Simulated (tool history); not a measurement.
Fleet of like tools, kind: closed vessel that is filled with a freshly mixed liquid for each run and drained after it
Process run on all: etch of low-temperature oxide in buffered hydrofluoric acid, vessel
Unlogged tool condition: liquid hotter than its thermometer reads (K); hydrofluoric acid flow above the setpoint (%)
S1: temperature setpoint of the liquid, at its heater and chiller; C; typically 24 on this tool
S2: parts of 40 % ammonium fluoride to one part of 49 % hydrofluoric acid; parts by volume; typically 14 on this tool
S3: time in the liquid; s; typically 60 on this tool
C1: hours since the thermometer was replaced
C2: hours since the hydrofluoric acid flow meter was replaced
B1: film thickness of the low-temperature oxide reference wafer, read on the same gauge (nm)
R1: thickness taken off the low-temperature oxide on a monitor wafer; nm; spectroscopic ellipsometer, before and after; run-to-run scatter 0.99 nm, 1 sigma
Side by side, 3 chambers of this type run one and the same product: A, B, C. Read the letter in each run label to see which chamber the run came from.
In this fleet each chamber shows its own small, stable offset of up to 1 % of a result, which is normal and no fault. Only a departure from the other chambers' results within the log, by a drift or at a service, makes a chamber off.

run	hour	S1	S2	S3	C1	C2	B1	R1
1A	10.3	24	14	60	776.3	1083.9	60.037	173.2
2C	17	24	14	60	345.5	1101.9	60.013	174.2
3B	25.6	24	14	60	185.1	80	60.028	171.9
4A	39.4	24	14	60	805.4	1113	59.962	173.63
5B	54	24	14	60	213.5	108.4	60.012	173.8
6C	64.1	24	14	60	392.6	1149	60.026	173.37
7A	76.2	24	14	60	842.2	1149.8	60.034	174.9
8B	89.9	24	14	60	249.4	144.3	60.004	173.83
9C	96.3	24	14	60	424.8	1181.2	60.001	171
10C	110.8	24	14	60	439.3	1195.7	60.013	172.38
11B	121.7	24	14	60	281.2	176.1	59.964	171.62
12A	135	24	14	60	901	1208.6	60.025	172.79
13C	142.1	24	14	60	470.6	1227	60.011	172.75
14A	150.6	24	14	60	916.6	1224.2	59.994	174.59
15B	160.7	20	14	60	320.2	215.1	60.003	136.46
16B	170.7	20	14	60	330.2	225.1	60.011	139.07
17A	185.3	20	14	60	951.3	1258.9	59.982	139.52
18C	197.4	28.5	12	60	525.9	1282.3	59.981	257.02
19A	212	28.5	12	60	978	1285.6	59.969	260.79
20C	226.3	28.5	12	60	554.8	1311.2	59.977	254.53
21B	236.7	24	14	60	396.2	291.1	60.014	173.25
22B	250.3	24	14	60	409.8	304.7	59.974	173.11
23A	261.1	24	14	60	1027.1	1334.7	60.009	173.47
24C	271.5	24	14	60	600	1356.4	60.022	171.85
25A	281.6	24	14	60	1047.6	1355.2	60.037	173.65
26B	288.4	22.5	14	60	447.9	342.8	60.003	158.62
27C	297.7	22.5	14	60	626.2	1382.6	59.981	159.17
28B	309.7	22.5	14	60	469.2	364.1	60.006	159.07
29A	323.3	24	14	60	1089.3	1396.9	60.002	171.19
30C	331	24	14	60	659.5	1415.9	60.06	172.76
31C	345.2	24	14	30	673.7	1430.1	60.026	87.032
32B	351.9	24	14	30	511.4	406.3	59.998	86.043
33A	363	24	14	30	1129	1436.6	59.957	86.457
34C	370.6	24	14	60	699.1	1455.5	59.958	171.54
35A	383.6	28	16	60	1149.6	1457.2	59.997	188.33
36B	394.9	28	16	60	554.4	449.3	60.008	189.45

For the next run the whole fleet of 3 chambers uses the same settings. Give each chamber's results:
37A	405.4	24	14	60				?
37B	405.4	24	14	60				?
37C	405.4	24	14	60				?

run	R1
37A	173.75
37B	174.04
37C	173.43

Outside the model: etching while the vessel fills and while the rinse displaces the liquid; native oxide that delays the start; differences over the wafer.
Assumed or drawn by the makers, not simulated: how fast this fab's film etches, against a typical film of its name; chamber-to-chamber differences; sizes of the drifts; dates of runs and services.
